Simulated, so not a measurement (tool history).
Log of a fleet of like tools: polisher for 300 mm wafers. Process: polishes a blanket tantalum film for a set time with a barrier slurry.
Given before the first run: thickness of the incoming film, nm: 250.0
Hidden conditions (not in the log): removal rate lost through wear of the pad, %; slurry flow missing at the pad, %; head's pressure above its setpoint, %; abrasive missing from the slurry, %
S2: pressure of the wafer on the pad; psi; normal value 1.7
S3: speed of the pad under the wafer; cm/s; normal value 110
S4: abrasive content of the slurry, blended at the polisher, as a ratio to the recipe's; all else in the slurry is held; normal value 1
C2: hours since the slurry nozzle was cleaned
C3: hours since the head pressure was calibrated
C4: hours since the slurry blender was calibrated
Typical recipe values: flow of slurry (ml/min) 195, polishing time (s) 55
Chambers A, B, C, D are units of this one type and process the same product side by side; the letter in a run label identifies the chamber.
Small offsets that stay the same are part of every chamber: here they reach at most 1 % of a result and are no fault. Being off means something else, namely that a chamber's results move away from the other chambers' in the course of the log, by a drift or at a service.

-- day=0.133 chamber D: worn pad replaced by a new one
run 1A day=0.233 | flow_of_slurry_(ml/min)=195 S2=1.7 S3=110 S4=1 polishing_time_(s)=55 | wafers_polished_on_this_pad=92 C2=31.8 C3=1042.2 C4=144.3 | film_removed_(angstrom)=978.70
-- day=0.342 chamber B: slurry blender recalibrated
run 2D day=0.546 | flow_of_slurry_(ml/min)=195 S2=1.7 S3=110 S4=1 polishing_time_(s)=55 | wafers_polished_on_this_pad=135 C2=660.7 C3=873.1 C4=165.7 | film_removed_(angstrom)=962.40
run 3C day=0.854 | flow_of_slurry_(ml/min)=195 S2=1.7 S3=110 S4=1 polishing_time_(s)=55 | wafers_polished_on_this_pad=733 C2=23.1 C3=1002.3 C4=49.1 | film_removed_(angstrom)=987.47
-- day=1.021 chamber B: worn pad replaced by a new one
run 4B day=1.100 | flow_of_slurry_(ml/min)=195 S2=1.7 S3=110 S4=1 polishing_time_(s)=55 | wafers_polished_on_this_pad=26 C2=88.4 C3=377.8 C4=18.2 | film_removed_(angstrom)=973.55
run 5D day=1.412 | flow_of_slurry_(ml/min)=195 S2=1.7 S3=110 S4=1 polishing_time_(s)=55 | wafers_polished_on_this_pad=418 C2=681.5 C3=893.9 C4=186.5 | film_removed_(angstrom)=974.64
run 6B day=1.562 | flow_of_slurry_(ml/min)=195 S2=1.7 S3=110 S4=1 polishing_time_(s)=55 | wafers_polished_on_this_pad=177 C2=99.5 C3=388.9 C4=29.3 | film_removed_(angstrom)=981.16
run 7C day=1.825 | flow_of_slurry_(ml/min)=195 S2=1.7 S3=110 S4=1 polishing_time_(s)=55 | wafers_polished_on_this_pad=1050 C2=46.4 C3=1025.6 C4=72.4 | film_removed_(angstrom)=980.23
run 8A day=2.150 | flow_of_slurry_(ml/min)=195 S2=1.7 S3=110 S4=1 polishing_time_(s)=55 | wafers_polished_on_this_pad=718 C2=77.8 C3=1088.2 C4=190.3 | film_removed_(angstrom)=969.81
-- day=2.183 chamber D: worn pad replaced by a new one
run 9C day=2.462 | flow_of_slurry_(ml/min)=195 S2=1.7 S3=110 S4=1 polishing_time_(s)=55 | wafers_polished_on_this_pad=1258 C2=61.7 C3=1040.9 C4=87.7 | film_removed_(angstrom)=974.17
-- day=2.500 chamber C: worn pad replaced by a new one
-- day=2.788 chamber A: slurry blender recalibrated
run 10B day=2.788 | flow_of_slurry_(ml/min)=195 S2=1.7 S3=110 S4=1 polishing_time_(s)=55 | wafers_polished_on_this_pad=577 C2=128.9 C3=418.3 C4=58.7 | film_removed_(angstrom)=971.38
-- day=2.825 chamber C: head pressure recalibrated
-- day=2.850 chamber A: worn pad replaced by a new one
run 11D day=3.112 | flow_of_slurry_(ml/min)=195 S2=1.7 S3=110 S4=1 polishing_time_(s)=55 | wafers_polished_on_this_pad=303 C2=722.3 C3=934.7 C4=227.3 | film_removed_(angstrom)=961.05
-- day=3.250 chamber B: worn pad replaced by a new one
run 12A day=3.262 | flow_of_slurry_(ml/min)=195 S2=1.7 S3=110 S4=1 polishing_time_(s)=55 | wafers_polished_on_this_pad=135 C2=104.5 C3=1114.9 C4=11.5 | film_removed_(angstrom)=972.14
run 13A day=3.512 | flow_of_slurry_(ml/min)=195 S2=1.7 S3=110 S4=1 polishing_time_(s)=55 | wafers_polished_on_this_pad=217 C2=110.5 C3=1120.9 C4=17.5 | film_removed_(angstrom)=985.85
run 14B day=3.679 | flow_of_slurry_(ml/min)=195 S2=1.7 S3=110 S4=1 polishing_time_(s)=55 | wafers_polished_on_this_pad=140 C2=150.3 C3=439.7 C4=80.1 | film_removed_(angstrom)=970.96
run 15D day=3.908 | flow_of_slurry_(ml/min)=195 S2=1.3 S3=72 S4=1 polishing_time_(s)=55 | wafers_polished_on_this_pad=563 C2=741.4 C3=953.8 C4=246.4 | film_removed_(angstrom)=487.53
-- day=4.017 chamber D: worn pad replaced by a new one
run 16C day=4.075 | flow_of_slurry_(ml/min)=195 S2=1.3 S3=72 S4=1 polishing_time_(s)=55 | wafers_polished_on_this_pad=514 C2=100.4 C3=30.1 C4=126.4 | film_removed_(angstrom)=522.72
run 17C day=4.375 | flow_of_slurry_(ml/min)=195 S2=1.3 S3=72 S4=1 polishing_time_(s)=55 | wafers_polished_on_this_pad=612 C2=107.6 C3=37.3 C4=133.6 | film_removed_(angstrom)=519.44
-- day=4.596 chamber B: slurry blender recalibrated
run 18A day=4.654 | flow_of_slurry_(ml/min)=195 S2=1.3 S3=72 S4=1 polishing_time_(s)=55 | wafers_polished_on_this_pad=589 C2=137.9 C3=1148.3 C4=44.9 | film_removed_(angstrom)=482.01
run 19D day=4.854 | flow_of_slurry_(ml/min)=195 S2=1.7 S3=110 S4=1 polishing_time_(s)=55 | wafers_polished_on_this_pad=273 C2=764.1 C3=976.5 C4=269.1 | film_removed_(angstrom)=969.03
run 20B day=5.108 | flow_of_slurry_(ml/min)=195 S2=1.7 S3=110 S4=1 polishing_time_(s)=55 | wafers_polished_on_this_pad=607 C2=184.6 C3=474.0 C4=12.3 | film_removed_(angstrom)=961.79
-- day=5.121 chamber B: worn pad replaced by a new one
run 21A day=5.433 | flow_of_slurry_(ml/min)=195 S2=1.7 S3=110 S4=1 polishing_time_(s)=55 | wafers_polished_on_this_pad=844 C2=156.6 C3=1167.0 C4=63.6 | film_removed_(angstrom)=973.32
run 22D day=5.583 | flow_of_slurry_(ml/min)=195 S2=1.7 S3=110 S4=1 polishing_time_(s)=55 | wafers_polished_on_this_pad=511 C2=781.6 C3=994.0 C4=286.6 | film_removed_(angstrom)=961.85
run 23C day=5.879 | flow_of_slurry_(ml/min)=195 S2=1.7 S3=110 S4=1 polishing_time_(s)=55 | wafers_polished_on_this_pad=1103 C2=143.7 C3=73.4 C4=169.7 | film_removed_(angstrom)=1059.10
run 24B day=6.058 | flow_of_slurry_(ml/min)=135 S2=1.7 S3=110 S4=1 polishing_time_(s)=55 | wafers_polished_on_this_pad=306 C2=207.4 C3=496.8 C4=35.1 | film_removed_(angstrom)=914.07

Next, all 4 chambers run the settings below, one line each with question marks for the results. What does each chamber give?
run 25A day=6.296 | flow_of_slurry_(ml/min)=195 S2=1.7 S3=110 S4=1 polishing_time_(s)=55 | film_removed_(angstrom)=?
run 25B day=6.296 | flow_of_slurry_(ml/min)=195 S2=1.7 S3=110 S4=1 polishing_time_(s)=55 | film_removed_(angstrom)=?
run 25C day=6.296 | flow_of_slurry_(ml/min)=195 S2=1.7 S3=110 S4=1 polishing_time_(s)=55 | film_removed_(angstrom)=?
run 25D day=6.296 | flow_of_slurry_(ml/min)=195 S2=1.7 S3=110 S4=1 polishing_time_(s)=55 | film_removed_(angstrom)=?

run=25A film_removed_(angstrom)=972.95
run=25B film_removed_(angstrom)=978.85
run=25C film_removed_(angstrom)=1058.80
run=25D film_removed_(angstrom)=976.88
